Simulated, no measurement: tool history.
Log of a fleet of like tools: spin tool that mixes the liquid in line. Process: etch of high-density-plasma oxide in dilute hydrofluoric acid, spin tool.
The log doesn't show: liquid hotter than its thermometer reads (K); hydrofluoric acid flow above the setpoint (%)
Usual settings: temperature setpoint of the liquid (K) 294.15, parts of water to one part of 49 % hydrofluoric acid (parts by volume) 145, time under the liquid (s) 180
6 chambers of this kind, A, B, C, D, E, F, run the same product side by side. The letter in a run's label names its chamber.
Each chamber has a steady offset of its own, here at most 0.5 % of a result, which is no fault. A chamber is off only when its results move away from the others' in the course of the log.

run   hour  temperature setpoint of the liquid (K)  parts of water to one part of 49 % hydrofluoric acid (parts by volume)  time under the liquid (s)  hours since the thermometer was replaced  hours since the hydrofluoric acid flow meter was replaced  read-back film thickness of the high-density-plasma oxide reference wafer, read on the same gauge (nm)  thickness taken off the high-density-plasma oxide on a monitor wafer (Å)
 1C    7.4                                  294.15                                                                     145                        180                                     957.2                                                     1398.3                                                                                                  99.995                                                                    57.072
 2E   14.9                                  294.15                                                                     145                        180                                     781.9                                                      107.9                                                                                                  99.984                                                                    57.895
 3A   21.1                                  294.15                                                                     145                        180                                     554.1                                                      884.2                                                                                                  100.04                                                                    57.873
      26.2  -- chamber F: thermometer replaced
 4F   27.1                                  294.15                                                                     145                        180                                         1                                                      920.9                                                                                                  99.959                                                                    58.098
 5B   31.3                                  294.15                                                                     145                        180                                    1279.9                                                      534.1                                                                                                     100                                                                    58.524
 6D   38.5                                  294.15                                                                     145                        180                                    1514.3                                                      354.7                                                                                                     100                                                                    58.211
 7C   42.1                                  294.15                                                                     145                        180                                     991.9                                                       1433                                                                                                  99.951                                                                    58.652
 8E   48.1                                  294.15                                                                     145                        180                                     815.1                                                      141.1                                                                                                  99.967                                                                    57.732
 9D   51.9                                  294.15                                                                     145                        180                                    1527.7                                                      368.1                                                                                                  100.01                                                                    58.735
10B   59.2                                  294.15                                                                     145                        180                                    1307.8                                                        562                                                                                                  100.01                                                                    57.895
11F   64.9                                  294.15                                                                     145                        180                                      38.8                                                      958.7                                                                                                     100                                                                    56.996
12A   68.4                                  294.15                                                                     145                        180                                     601.4                                                      931.5                                                                                                  100.02                                                                    58.841
13B   74.1                                  294.15                                                                     145                        180                                    1322.7                                                      576.9                                                                                                   99.98                                                                    57.992
14C   80.3                                  294.15                                                                     145                        180                                    1030.1                                                     1471.2                                                                                                  99.975                                                                    57.268
15D   87.6                                  294.15                                                                     145                        180                                    1563.4                                                      403.8                                                                                                  99.981                                                                     60.64
16E     91                                  294.15                                                                     145                        180                                       858                                                        184                                                                                                  99.986                                                                    58.463
17A   94.5                                  294.15                                                                     145                        180                                     627.5                                                      957.6                                                                                                  99.991                                                                     57.84
18F  101.6                                  294.15                                                                     145                        180                                      75.5                                                      995.4                                                                                                  100.02                                                                    57.622
19A  105.5                                  294.15                                                                     145                        180                                     638.5                                                      968.6                                                                                                     100                                                                    58.004
20F  110.3                                  294.15                                                                     145                        180                                      84.2                                                     1004.1                                                                                                  99.993                                                                    57.513
21B  116.8                                  294.15                                                                     145                        180                                    1365.4                                                      619.6                                                                                                  99.971                                                                    59.495
22C  122.6                                  294.15                                                                     145                        180                                    1072.4                                                     1513.5                                                                                                   99.99                                                                    57.912
23D  128.6                                  294.15                                                                     145                        180                                    1604.4                                                      444.8                                                                                                  99.989                                                                    61.685
24E  134.3                                  294.15                                                                     145                        180                                     901.3                                                      227.3                                                                                                  99.998                                                                    57.801
25E  141.7                                  294.15                                                                     145                        180                                     908.7                                                      234.7                                                                                                  100.01                                                                    57.732
26F  146.3                                  292.15                                                                     145                        180                                     120.2                                                     1040.1                                                                                                  99.998                                                                    52.683
27B    153                                  292.15                                                                     145                        180                                    1401.6                                                      655.8                                                                                                  99.968                                                                    54.267
     153.3  -- chamber C: thermometer replaced
28D  158.1                                  292.15                                                                     145                        180                                    1633.9                                                      474.3                                                                                                  99.995                                                                     58.74
29A  165.5                                  292.15                                                                     145                        180                                     698.5                                                     1028.6                                                                                                  100.02                                                                    54.189
30C  169.7                                  292.15                                                                     145                        180                                      16.5                                                     1560.6                                                                                                     100                                                                    53.187
31F    176                                  292.15                                                                     145                        180                                     149.9                                                     1069.8                                                                                                  100.02                                                                    53.069
32B  180.5                                  294.15                                                                     145                        180                                    1429.1                                                      683.3                                                                                                  99.998                                                                    58.124
33C    185                                  294.15                                                                     145                        180                                      31.8                                                     1575.9                                                                                                  100.02                                                                    58.386
34E    190                                  294.15                                                                     145                        180                                       957                                                        283                                                                                                  99.996                                                                    57.394
35A  195.4                                  294.15                                                                     145                        180                                     728.4                                                     1058.5                                                                                                  99.972                                                                    58.453
36D  202.9                                  294.15                                                                     145                        180                                    1678.7                                                      519.1                                                                                                     100                                                                    64.551
37F  207.3                                  294.15                                                                     145                        180                                     181.2                                                     1101.1                                                                                                  99.994                                                                    57.951
38A  212.4                                  294.15                                                                     145                        180                                     745.4                                                     1075.5                                                                                                  100.03                                                                     58.06

Is one chamber off against the others, does the gauge drift, or is nothing wrong? If a chamber is off, say which, and what the likeliest cause is.

Chamber D drifts away from the others.
Cause: hydrofluoric acid flow above the setpoint (%) = 10.3.
The log may not tell that from: liquid hotter than its thermometer reads (K).

Here are 4 candidates for chamber D's next run, each the usual settings with a change, their results left as question marks. Which one brings its results back in line with what the others give on the usual settings?
In line means no further than this from the other chambers' mean on the usual settings: thickness taken off the high-density-plasma oxide on a monitor wafer (Å) 1.9
39D-1  217.8                                  294.15                                                                     140                        195                                                                                                                                                                                                                                                                                      ?
39D-2  217.8                                  294.15                                                                     160                        180                                                                                                                                                                                                                                                                                      ?
39D-3  217.8                                  294.15                                                                     145                        170                                                                                                                                                                                                                                                                                      ?
39D-4  217.8                                  295.65                                                                     145                        180                                                                                                                                                                                                                                                                                      ?

The other chambers' mean on the usual settings: thickness taken off the high-density-plasma oxide on a monitor wafer (Å) 58.124
  run  thickness taken off the high-density-plasma oxide on a monitor wafer (Å)
39D-1                                                                      73.9
39D-2                                                                    58.586
39D-3                                                                    61.914
39D-4                                                                    69.532
39D-2 brings the chamber back in line.
